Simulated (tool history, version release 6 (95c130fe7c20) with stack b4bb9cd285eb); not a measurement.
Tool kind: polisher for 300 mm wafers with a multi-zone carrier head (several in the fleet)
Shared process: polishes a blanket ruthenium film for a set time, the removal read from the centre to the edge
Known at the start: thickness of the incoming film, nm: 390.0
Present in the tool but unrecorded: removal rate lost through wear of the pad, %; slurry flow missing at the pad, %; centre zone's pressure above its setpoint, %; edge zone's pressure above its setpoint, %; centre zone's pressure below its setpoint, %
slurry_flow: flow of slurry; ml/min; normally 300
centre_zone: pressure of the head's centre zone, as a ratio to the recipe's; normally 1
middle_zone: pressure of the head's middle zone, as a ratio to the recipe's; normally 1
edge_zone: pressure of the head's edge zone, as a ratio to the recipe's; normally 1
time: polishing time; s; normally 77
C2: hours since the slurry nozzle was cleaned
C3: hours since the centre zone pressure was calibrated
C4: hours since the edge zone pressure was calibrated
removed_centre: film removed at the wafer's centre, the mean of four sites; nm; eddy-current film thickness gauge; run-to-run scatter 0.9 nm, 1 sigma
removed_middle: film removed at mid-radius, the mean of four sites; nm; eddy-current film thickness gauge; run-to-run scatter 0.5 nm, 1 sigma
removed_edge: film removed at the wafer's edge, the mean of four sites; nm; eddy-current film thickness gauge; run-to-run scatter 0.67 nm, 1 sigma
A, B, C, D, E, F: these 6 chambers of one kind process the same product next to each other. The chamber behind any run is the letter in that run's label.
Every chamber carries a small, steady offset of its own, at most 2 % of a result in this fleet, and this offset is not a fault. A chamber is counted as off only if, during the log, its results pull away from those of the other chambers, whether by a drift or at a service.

-- hour=0.5 chamber F: worn pad replaced by a new one
run 1A hour=5.8 | slurry_flow=300 centre_zone=1 middle_zone=1 edge_zone=1 time=77 | wafers_polished_on_this_pad=401 C2=74.2 C3=625.3 C4=435.2 | removed_centre=71.993 removed_middle=72.241 removed_edge=74.029
-- hour=7.3 chamber B: worn pad replaced by a new one
run 2D hour=15.8 | slurry_flow=300 centre_zone=1 middle_zone=1 edge_zone=1 time=77 | wafers_polished_on_this_pad=601 C2=287.5 C3=476.2 C4=641.8 | removed_centre=73.22 removed_middle=72.611 removed_edge=71.949
run 3F hour=21.1 | slurry_flow=300 centre_zone=1 middle_zone=1 edge_zone=1 time=77 | wafers_polished_on_this_pad=188 C2=183.8 C3=948.5 C4=314.9 | removed_centre=71.99 removed_middle=73.263 removed_edge=71.957
run 4C hour=28.4 | slurry_flow=300 centre_zone=1 middle_zone=1 edge_zone=1 time=77 | wafers_polished_on_this_pad=662 C2=69.5 C3=319.3 C4=542.2 | removed_centre=74.155 removed_middle=72.755 removed_edge=72.656
run 5B hour=35.8 | slurry_flow=300 centre_zone=1 middle_zone=1 edge_zone=1 time=77 | wafers_polished_on_this_pad=259 C2=466.4 C3=1200.8 C4=443.6 | removed_centre=72.022 removed_middle=72.306 removed_edge=73.201
-- hour=41.4 chamber B: centre zone pressure recalibrated
run 6E hour=41.4 | slurry_flow=300 centre_zone=1 middle_zone=1 edge_zone=1 time=77 | wafers_polished_on_this_pad=696 C2=105.5 C3=208.2 C4=1551.3 | removed_centre=73.583 removed_middle=71.792 removed_edge=71.342
-- hour=45.1 chamber A: worn pad replaced by a new one
run 7E hour=48.3 | slurry_flow=370 centre_zone=1 middle_zone=1 edge_zone=1 time=77 | wafers_polished_on_this_pad=759 C2=112.4 C3=215.1 C4=1558.2 | removed_centre=74.021 removed_middle=73.128 removed_edge=72.694
-- hour=55 chamber C: worn pad replaced by a new one
-- hour=58.6 chamber D: worn pad replaced by a new one
run 8B hour=59 | slurry_flow=370 centre_zone=1 middle_zone=1 edge_zone=1 time=77 | wafers_polished_on_this_pad=470 C2=489.6 C3=17.7 C4=466.8 | removed_centre=74.196 removed_middle=75.063 removed_edge=73.341
-- hour=64.8 chamber E: edge zone pressure recalibrated
run 9C hour=66.4 | slurry_flow=370 centre_zone=1 middle_zone=1 edge_zone=1 time=77 | wafers_polished_on_this_pad=104 C2=107.5 C3=357.3 C4=580.2 | removed_centre=74.631 removed_middle=75.724 removed_edge=72.443
run 10F hour=76.5 | slurry_flow=370 centre_zone=1 middle_zone=1 edge_zone=1 time=77 | wafers_polished_on_this_pad=692 C2=239.2 C3=1003.9 C4=370.3 | removed_centre=74.054 removed_middle=74.862 removed_edge=73.067
run 11D hour=86.6 | slurry_flow=370 centre_zone=1 middle_zone=1 edge_zone=1 time=77 | wafers_polished_on_this_pad=255 C2=358.3 C3=547 C4=712.6 | removed_centre=74.789 removed_middle=74.517 removed_edge=73.423
-- hour=88.3 chamber E: worn pad replaced by a new one
-- hour=97 chamber D: slurry nozzle cleaned
run 12A hour=97.6 | slurry_flow=370 centre_zone=1 middle_zone=1 edge_zone=1 time=77 | wafers_polished_on_this_pad=478 C2=166 C3=717.1 C4=527 | removed_centre=74.788 removed_middle=74.334 removed_edge=73.716
run 13D hour=107.7 | slurry_flow=300 centre_zone=1 middle_zone=1 edge_zone=1 time=77 | wafers_polished_on_this_pad=447 C2=10.8 C3=568.1 C4=733.7 | removed_centre=74.631 removed_middle=72.735 removed_edge=73.258
-- hour=114.8 chamber F: worn pad replaced by a new one
-- hour=115.4 chamber A: worn pad replaced by a new one
run 14A hour=119.2 | slurry_flow=300 centre_zone=1 middle_zone=0.9 edge_zone=0.91 time=77 | wafers_polished_on_this_pad=34 C2=187.6 C3=738.7 C4=548.6 | removed_centre=74.684 removed_middle=65.353 removed_edge=69.429
run 15E hour=125 | slurry_flow=300 centre_zone=1 middle_zone=0.9 edge_zone=0.91 time=77 | wafers_polished_on_this_pad=333 C2=189.1 C3=291.8 C4=60.2 | removed_centre=71.61 removed_middle=66.423 removed_edge=68.675
-- hour=128 chamber C: centre zone pressure recalibrated
run 16B hour=132.4 | slurry_flow=300 centre_zone=1 middle_zone=0.9 edge_zone=0.91 time=77 | wafers_polished_on_this_pad=1138 C2=563 C3=91.1 C4=540.2 | removed_centre=72.948 removed_middle=66.492 removed_edge=69.289
-- hour=141.2 chamber E: centre zone pressure recalibrated
-- hour=141.4 chamber C: worn pad replaced by a new one
run 17F hour=144 | slurry_flow=300 centre_zone=1 middle_zone=0.9 edge_zone=0.91 time=77 | wafers_polished_on_this_pad=266 C2=306.7 C3=1071.4 C4=437.8 | removed_centre=73.223 removed_middle=66.404 removed_edge=70.207
-- hour=147.5 chamber B: worn pad replaced by a new one
run 18C hour=155.2 | slurry_flow=300 centre_zone=1 middle_zone=0.9 edge_zone=0.91 time=77 | wafers_polished_on_this_pad=125 C2=196.3 C3=27.3 C4=669 | removed_centre=73.79 removed_middle=67.294 removed_edge=68.876
run 19E hour=166.1 | slurry_flow=300 centre_zone=1 middle_zone=0.9 edge_zone=0.91 time=77 | wafers_polished_on_this_pad=707 C2=230.2 C3=24.9 C4=101.3 | removed_centre=71.77 removed_middle=65.744 removed_edge=69.265
-- hour=170.4 chamber D: worn pad replaced by a new one
run 20B hour=172.9 | slurry_flow=300 centre_zone=0.9 middle_zone=1 edge_zone=1 time=77 | wafers_polished_on_this_pad=231 C2=603.5 C3=131.6 C4=580.7 | removed_centre=64.743 removed_middle=72.622 removed_edge=72.112
run 21A hour=181.8 | slurry_flow=300 centre_zone=0.9 middle_zone=1 edge_zone=1 time=77 | wafers_polished_on_this_pad=604 C2=250.2 C3=801.3 C4=611.2 | removed_centre=65.73 removed_middle=71.741 removed_edge=73.615
run 22D hour=191.7 | slurry_flow=300 centre_zone=0.9 middle_zone=1 edge_zone=1 time=77 | wafers_polished_on_this_pad=193 C2=94.8 C3=652.1 C4=817.7 | removed_centre=65.835 removed_middle=73.079 removed_edge=71.829
-- hour=197.1 chamber A: slurry nozzle cleaned
-- hour=199.4 chamber A: worn pad replaced by a new one
run 23C hour=200.4 | slurry_flow=300 centre_zone=0.9 middle_zone=1 edge_zone=1 time=77 | wafers_polished_on_this_pad=536 C2=241.5 C3=72.5 C4=714.2 | removed_centre=64.681 removed_middle=72.914 removed_edge=73.641
-- hour=208.9 chamber F: worn pad replaced by a new one
run 24F hour=209.5 | slurry_flow=300 centre_zone=0.9 middle_zone=1 edge_zone=1 time=77 | wafers_polished_on_this_pad=6 C2=372.2 C3=1136.9 C4=503.3 | removed_centre=64.814 removed_middle=73.27 removed_edge=72.565
-- hour=219.2 chamber E: worn pad replaced by a new one
run 25F hour=221.3 | slurry_flow=300 centre_zone=0.9 middle_zone=1 edge_zone=1 time=77 | wafers_polished_on_this_pad=113 C2=384 C3=1148.7 C4=515.1 | removed_centre=65.428 removed_middle=73.38 removed_edge=72.664
run 26B hour=227 | slurry_flow=300 centre_zone=1 middle_zone=1 edge_zone=1 time=77 | wafers_polished_on_this_pad=723 C2=657.6 C3=185.7 C4=634.8 | removed_centre=71.535 removed_middle=73.428 removed_edge=71.367
-- hour=231.1 chamber C: worn pad replaced by a new one
run 27A hour=236.1 | slurry_flow=300 centre_zone=1 middle_zone=1 edge_zone=1 time=77 | wafers_polished_on_this_pad=334 C2=39.1 C3=855.6 C4=665.5 | removed_centre=74.14 removed_middle=72.573 removed_edge=73.389
run 28E hour=242.8 | slurry_flow=300 centre_zone=1 middle_zone=1 edge_zone=1 time=77 | wafers_polished_on_this_pad=214 C2=306.9 C3=101.6 C4=178 | removed_centre=72.498 removed_middle=71.972 removed_edge=71.213
run 29D hour=248.3 | slurry_flow=300 centre_zone=1 middle_zone=1 edge_zone=1 time=77 | wafers_polished_on_this_pad=708 C2=151.4 C3=708.7 C4=874.3 | removed_centre=72.383 removed_middle=73.271 removed_edge=72.775
run 30C hour=259 | slurry_flow=300 centre_zone=1 middle_zone=1 edge_zone=1 time=77 | wafers_polished_on_this_pad=254 C2=300.1 C3=131.1 C4=772.8 | removed_centre=72.483 removed_middle=72.601 removed_edge=72.333
-- hour=265.1 chamber D: worn pad replaced by a new one
-- hour=269 chamber B: edge zone pressure recalibrated
run 31A hour=270.5 | slurry_flow=300 centre_zone=1 middle_zone=1 edge_zone=1 time=77 | wafers_polished_on_this_pad=647 C2=73.5 C3=890 C4=699.9 | removed_centre=74.525 removed_middle=71.881 removed_edge=72.698
-- hour=275.7 chamber B: worn pad replaced by a new one
run 32D hour=278.5 | slurry_flow=300 centre_zone=1 middle_zone=1 edge_zone=1 time=77 | wafers_polished_on_this_pad=122 C2=181.6 C3=738.9 C4=904.5 | removed_centre=73.537 removed_middle=72.414 removed_edge=72.156
-- hour=283.7 chamber A: worn pad replaced by a new one
run 33C hour=284.1 | slurry_flow=300 centre_zone=1 middle_zone=1 edge_zone=1 time=77 | wafers_polished_on_this_pad=482 C2=325.2 C3=156.2 C4=797.9 | removed_centre=73.771 removed_middle=73.635 removed_edge=72.499
-- hour=289.8 chamber F: centre zone pressure recalibrated
run 34B hour=291.6 | slurry_flow=300 centre_zone=1 middle_zone=1 edge_zone=1.04 time=92 | wafers_polished_on_this_pad=144 C2=722.2 C3=250.3 C4=22.6 | removed_centre=86.023 removed_middle=86.793 removed_edge=88.497
run 35F hour=297.8 | slurry_flow=300 centre_zone=1 middle_zone=1 edge_zone=1.04 time=92 | wafers_polished_on_this_pad=809 C2=460.5 C3=8.1 C4=591.6 | removed_centre=86.192 removed_middle=85.897 removed_edge=87.554
-- hour=307.7 chamber F: worn pad replaced by a new one
run 36E hour=309.4 | slurry_flow=300 centre_zone=1 middle_zone=1 edge_zone=1.04 time=92 | wafers_polished_on_this_pad=820 C2=373.5 C3=168.2 C4=244.6 | removed_centre=87.389 removed_middle=85.777 removed_edge=88.189
run 37F hour=321 | slurry_flow=300 centre_zone=1 middle_zone=1 edge_zone=1.04 time=92 | wafers_polished_on_this_pad=121 C2=483.7 C3=31.3 C4=614.8 | removed_centre=86.731 removed_middle=86.926 removed_edge=88.03
run 38D hour=332.9 | slurry_flow=300 centre_zone=1 middle_zone=1 edge_zone=1.04 time=92 | wafers_polished_on_this_pad=617 C2=236 C3=793.3 C4=958.9 | removed_centre=87.311 removed_middle=87.088 removed_edge=88.544
run 39B hour=338.2 | slurry_flow=300 centre_zone=1 middle_zone=1 edge_zone=1.04 time=92 | wafers_polished_on_this_pad=568 C2=768.8 C3=296.9 C4=69.2 | removed_centre=85.724 removed_middle=88.125 removed_edge=87.899
run 40A hour=344.3 | slurry_flow=385 centre_zone=1 middle_zone=1 edge_zone=1 time=77 | wafers_polished_on_this_pad=551 C2=147.3 C3=963.8 C4=773.7 | removed_centre=76.392 removed_middle=73.666 removed_edge=74.093

Decide between three cases: one chamber stands off from its peers, the gauge reading all wafers drifts, or nothing is wrong past each chamber's small offset. Where a chamber is off, say which and what most likely put it there.

Nothing is wrong: each chamber keeps only its own small, steady offset and the gauge holds still.

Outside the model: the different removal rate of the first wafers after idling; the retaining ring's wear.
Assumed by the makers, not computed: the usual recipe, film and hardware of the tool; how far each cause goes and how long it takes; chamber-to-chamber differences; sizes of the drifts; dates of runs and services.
